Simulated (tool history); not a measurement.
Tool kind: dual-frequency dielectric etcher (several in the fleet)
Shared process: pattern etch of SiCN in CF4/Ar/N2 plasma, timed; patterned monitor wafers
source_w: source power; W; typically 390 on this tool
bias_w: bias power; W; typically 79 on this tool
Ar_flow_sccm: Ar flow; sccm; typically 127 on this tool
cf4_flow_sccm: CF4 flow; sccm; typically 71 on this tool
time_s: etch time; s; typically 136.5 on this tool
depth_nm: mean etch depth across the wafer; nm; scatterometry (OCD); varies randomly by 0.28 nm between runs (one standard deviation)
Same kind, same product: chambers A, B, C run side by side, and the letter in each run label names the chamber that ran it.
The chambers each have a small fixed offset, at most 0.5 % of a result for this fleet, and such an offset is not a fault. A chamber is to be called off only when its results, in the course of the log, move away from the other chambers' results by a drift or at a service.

| run | day | source_w | bias_w | Ar_flow_sccm | cf4_flow_sccm | time_s | read-back reference wafer on the same gauge, depth_nm | depth_nm |
|---|---|---|---|---|---|---|---|---|
| 1C | 0.321 | 390 | 79 | 127 | 71 | 136.5 | 85.938 | 103.52 |
| 2B | 0.658 | 390 | 79 | 127 | 71 | 136.5 | 85.992 | 103.8 |
| 3A | 1.046 | 390 | 79 | 127 | 71 | 136.5 | 85.948 | 103.17 |
| 4B | 1.479 | 390 | 79 | 127 | 71 | 136.5 | 86.021 | 103.63 |
| 5A | 1.75 | 390 | 79 | 127 | 71 | 136.5 | 85.985 | 103.42 |
| 6C | 2.1 | 390 | 79 | 127 | 71 | 136.5 | 85.994 | 103.52 |
| 7B | 2.421 | 390 | 79 | 127 | 71 | 136.5 | 86.015 | 103.79 |
| 8A | 2.621 | 390 | 79 | 127 | 71 | 136.5 | 85.956 | 103.24 |
| 9C | 2.921 | 390 | 79 | 127 | 71 | 136.5 | 86.031 | 103.41 |
| 10A | 3.142 | 390 | 79 | 127 | 71 | 136.5 | 85.949 | 103.13 |
| 11B | 3.488 | 390 | 79 | 127 | 71 | 136.5 | 86.017 | 103.46 |
|  | 3.733 | chamber C: wet clean of the chamber |
| 12C | 3.858 | 310 | 79 | 127 | 71 | 112.5 | 86.01 | 69.734 |
| 13B | 4.246 | 310 | 79 | 127 | 71 | 112.5 | 86.032 | 70.177 |
| 14A | 4.496 | 310 | 79 | 127 | 71 | 112.5 | 86.041 | 69.281 |
| 15C | 4.858 | 390 | 79 | 127 | 71 | 136.5 | 85.971 | 103.74 |
| 16C | 5.138 | 390 | 79 | 127 | 71 | 136.5 | 85.948 | 104 |
| 17B | 5.329 | 390 | 79 | 127 | 71 | 136.5 | 86.015 | 103.14 |
| 18A | 5.554 | 390 | 79 | 127 | 71 | 136.5 | 86.026 | 103.23 |
| 19B | 5.829 | 390 | 79 | 127 | 71 | 136.5 | 85.942 | 103.91 |
|  | 6.029 | chamber B: wet clean of the chamber |
| 20C | 6.158 | 390 | 79 | 127 | 71 | 136.5 | 85.959 | 103.25 |
| 21A | 6.388 | 390 | 79 | 127 | 71 | 136.5 | 86.059 | 103.65 |
| 22B | 6.712 | 390 | 79 | 127 | 71 | 136.5 | 85.973 | 103.05 |
| 23C | 7.104 | 390 | 79 | 127 | 71 | 136.5 | 86.053 | 103.8 |
| 24A | 7.508 | 390 | 79 | 127 | 71 | 136.5 | 85.995 | 103.48 |
| 25B | 7.812 | 390 | 79 | 127 | 71 | 136.5 | 85.989 | 103.79 |
| 26C | 8.05 | 390 | 79 | 127 | 71 | 136.5 | 85.947 | 102.95 |
| 27A | 8.492 | 390 | 79 | 127 | 71 | 136.5 | 85.948 | 103.34 |
| 28B | 8.775 | 390 | 79 | 127 | 71 | 136.5 | 86.005 | 103.34 |
| 29A | 9.083 | 390 | 79 | 127 | 71 | 136.5 | 85.961 | 103.85 |
| 30C | 9.275 | 390 | 79 | 127 | 71 | 136.5 | 86.07 | 103.18 |
| 31B | 9.629 | 390 | 79 | 127 | 71 | 136.5 | 86.006 | 103.56 |
| 32A | 9.917 | 390 | 79 | 127 | 71 | 136.5 | 85.989 | 103.39 |
|  | 10.1 | chamber A: wet clean of the chamber |
| 33C | 10.138 | 390 | 79 | 127 | 87 | 136.5 | 85.954 | 106.21 |
| 34C | 10.329 | 390 | 79 | 127 | 87 | 136.5 | 86.011 | 106.64 |
| 35B | 10.746 | 390 | 79 | 127 | 87 | 136.5 | 85.958 | 106.98 |
| 36A | 10.946 | 390 | 79 | 127 | 71 | 136.5 | 85.972 | 103.53 |
| 37A | 11.192 | 390 | 79 | 127 | 71 | 136.5 | 85.97 | 103.73 |

Has any chamber moved away from the others, gradually or after a service, or does the common gauge drift, or do the chambers differ only by their own small steady offsets? State the chamber and the most likely cause if one applies.

Neither any chamber nor the gauge drifts; the chambers differ only by their own small, steady offsets.

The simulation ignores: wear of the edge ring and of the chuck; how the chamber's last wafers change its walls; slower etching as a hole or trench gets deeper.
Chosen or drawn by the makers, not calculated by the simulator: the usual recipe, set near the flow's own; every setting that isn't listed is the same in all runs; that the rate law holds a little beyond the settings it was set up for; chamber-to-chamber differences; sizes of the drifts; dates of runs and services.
